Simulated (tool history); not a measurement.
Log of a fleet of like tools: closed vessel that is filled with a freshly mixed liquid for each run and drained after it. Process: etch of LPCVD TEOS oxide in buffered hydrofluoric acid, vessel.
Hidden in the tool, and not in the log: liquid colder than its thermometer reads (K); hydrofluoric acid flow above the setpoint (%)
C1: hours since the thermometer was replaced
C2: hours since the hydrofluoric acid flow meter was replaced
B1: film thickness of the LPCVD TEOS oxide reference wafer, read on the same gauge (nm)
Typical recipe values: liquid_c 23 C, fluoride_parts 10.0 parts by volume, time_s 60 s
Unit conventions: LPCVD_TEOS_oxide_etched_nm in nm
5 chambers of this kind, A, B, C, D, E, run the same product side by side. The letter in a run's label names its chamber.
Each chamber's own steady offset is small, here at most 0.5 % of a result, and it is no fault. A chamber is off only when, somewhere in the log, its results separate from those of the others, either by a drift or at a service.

run 1D hour=3.2 | liquid_c=23 fluoride_parts=10.0 time_s=60 | C1=1094.4 C2=1393.0 | B1=120.00 | LPCVD_TEOS_oxide_etched_nm=304.49
run 2E hour=9.9 | liquid_c=23 fluoride_parts=10.0 time_s=60 | C1=997.2 C2=33.9 | B1=120.02 | LPCVD_TEOS_oxide_etched_nm=304.40
run 3C hour=14.2 | liquid_c=23 fluoride_parts=10.0 time_s=60 | C1=418.4 C2=392.4 | B1=119.99 | LPCVD_TEOS_oxide_etched_nm=304.08
run 4A hour=21.0 | liquid_c=23 fluoride_parts=10.0 time_s=60 | C1=1012.9 C2=76.7 | B1=119.98 | LPCVD_TEOS_oxide_etched_nm=302.65
run 5B hour=27.5 | liquid_c=23 fluoride_parts=10.0 time_s=60 | C1=146.0 C2=2399.1 | B1=119.96 | LPCVD_TEOS_oxide_etched_nm=307.35
run 6E hour=31.0 | liquid_c=23 fluoride_parts=10.0 time_s=60 | C1=1018.3 C2=55.0 | B1=119.99 | LPCVD_TEOS_oxide_etched_nm=301.68
run 7C hour=37.9 | liquid_c=23 fluoride_parts=10.0 time_s=60 | C1=442.1 C2=416.1 | B1=120.02 | LPCVD_TEOS_oxide_etched_nm=305.02
run 8D hour=44.6 | liquid_c=23 fluoride_parts=10.0 time_s=60 | C1=1135.8 C2=1434.4 | B1=120.02 | LPCVD_TEOS_oxide_etched_nm=298.79
run 9B hour=50.4 | liquid_c=23 fluoride_parts=10.0 time_s=60 | C1=168.9 C2=2422.0 | B1=119.99 | LPCVD_TEOS_oxide_etched_nm=309.65
run 10A hour=56.5 | liquid_c=23 fluoride_parts=10.0 time_s=60 | C1=1048.4 C2=112.2 | B1=120.00 | LPCVD_TEOS_oxide_etched_nm=299.28
run 11B hour=63.2 | liquid_c=23 fluoride_parts=10.0 time_s=60 | C1=181.7 C2=2434.8 | B1=120.01 | LPCVD_TEOS_oxide_etched_nm=302.64
run 12D hour=69.2 | liquid_c=23 fluoride_parts=10.0 time_s=60 | C1=1160.4 C2=1459.0 | B1=119.98 | LPCVD_TEOS_oxide_etched_nm=304.02
run 13E hour=75.4 | liquid_c=23 fluoride_parts=10.0 time_s=60 | C1=1062.7 C2=99.4 | B1=119.99 | LPCVD_TEOS_oxide_etched_nm=302.48
run 14C hour=78.6 | liquid_c=23 fluoride_parts=10.0 time_s=60 | C1=482.8 C2=456.8 | B1=120.00 | LPCVD_TEOS_oxide_etched_nm=304.11
run 15A hour=83.7 | liquid_c=23 fluoride_parts=8.5 time_s=60 | C1=1075.6 C2=139.4 | B1=120.01 | LPCVD_TEOS_oxide_etched_nm=333.15
run 16A hour=90.7 | liquid_c=23 fluoride_parts=8.5 time_s=60 | C1=1082.6 C2=146.4 | B1=119.99 | LPCVD_TEOS_oxide_etched_nm=328.86
run 17E hour=94.9 | liquid_c=23 fluoride_parts=8.5 time_s=60 | C1=1082.2 C2=118.9 | B1=120.00 | LPCVD_TEOS_oxide_etched_nm=347.48
run 18B hour=99.9 | liquid_c=23 fluoride_parts=8.5 time_s=60 | C1=218.4 C2=2471.5 | B1=119.99 | LPCVD_TEOS_oxide_etched_nm=342.29
run 19C hour=106.5 | liquid_c=23 fluoride_parts=8.5 time_s=60 | C1=510.7 C2=484.7 | B1=120.00 | LPCVD_TEOS_oxide_etched_nm=343.97
run 20D hour=112.7 | liquid_c=23 fluoride_parts=10.0 time_s=60 | C1=1203.9 C2=1502.5 | B1=120.00 | LPCVD_TEOS_oxide_etched_nm=300.57
run 21A hour=116.9 | liquid_c=23 fluoride_parts=10.0 time_s=60 | C1=1108.8 C2=172.6 | B1=119.98 | LPCVD_TEOS_oxide_etched_nm=290.17
run 22C hour=120.2 | liquid_c=23 fluoride_parts=12.0 time_s=40 | C1=524.4 C2=498.4 | B1=120.02 | LPCVD_TEOS_oxide_etched_nm=169.35
run 23B hour=123.9 | liquid_c=23 fluoride_parts=12.0 time_s=40 | C1=242.4 C2=2495.5 | B1=120.00 | LPCVD_TEOS_oxide_etched_nm=169.09
run 24D hour=130.6 | liquid_c=23 fluoride_parts=12.0 time_s=40 | C1=1221.8 C2=1520.4 | B1=120.01 | LPCVD_TEOS_oxide_etched_nm=169.78
run 25E hour=136.9 | liquid_c=23 fluoride_parts=12.0 time_s=40 | C1=1124.2 C2=160.9 | B1=119.98 | LPCVD_TEOS_oxide_etched_nm=170.77
run 26D hour=143.3 | liquid_c=23 fluoride_parts=12.0 time_s=40 | C1=1234.5 C2=1533.1 | B1=119.98 | LPCVD_TEOS_oxide_etched_nm=166.91
run 27A hour=150.3 | liquid_c=23 fluoride_parts=12.0 time_s=85 | C1=1142.2 C2=206.0 | B1=120.01 | LPCVD_TEOS_oxide_etched_nm=338.07
run 28E hour=154.8 | liquid_c=23 fluoride_parts=12.0 time_s=85 | C1=1142.1 C2=178.8 | B1=119.99 | LPCVD_TEOS_oxide_etched_nm=355.07
run 29C hour=161.9 | liquid_c=23 fluoride_parts=12.0 time_s=85 | C1=566.1 C2=540.1 | B1=120.00 | LPCVD_TEOS_oxide_etched_nm=361.25
run 30B hour=167.2 | liquid_c=23 fluoride_parts=12.0 time_s=85 | C1=285.7 C2=2538.8 | B1=120.00 | LPCVD_TEOS_oxide_etched_nm=362.16
run 31D hour=174.5 | liquid_c=23 fluoride_parts=12.0 time_s=85 | C1=1265.7 C2=1564.3 | B1=120.00 | LPCVD_TEOS_oxide_etched_nm=359.43

Next, every chamber runs the same settings. What will each give?
run 32A hour=179.7 | liquid_c=23 fluoride_parts=10.0 time_s=60 | LPCVD_TEOS_oxide_etched_nm=?
run 32B hour=179.7 | liquid_c=23 fluoride_parts=10.0 time_s=60 | LPCVD_TEOS_oxide_etched_nm=?
run 32C hour=179.7 | liquid_c=23 fluoride_parts=10.0 time_s=60 | LPCVD_TEOS_oxide_etched_nm=?
run 32D hour=179.7 | liquid_c=23 fluoride_parts=10.0 time_s=60 | LPCVD_TEOS_oxide_etched_nm=?
run 32E hour=179.7 | liquid_c=23 fluoride_parts=10.0 time_s=60 | LPCVD_TEOS_oxide_etched_nm=?

run=32A LPCVD_TEOS_oxide_etched_nm=280.48
run=32B LPCVD_TEOS_oxide_etched_nm=302.85
run=32C LPCVD_TEOS_oxide_etched_nm=304.06
run=32D LPCVD_TEOS_oxide_etched_nm=303.26
run=32E LPCVD_TEOS_oxide_etched_nm=305.92
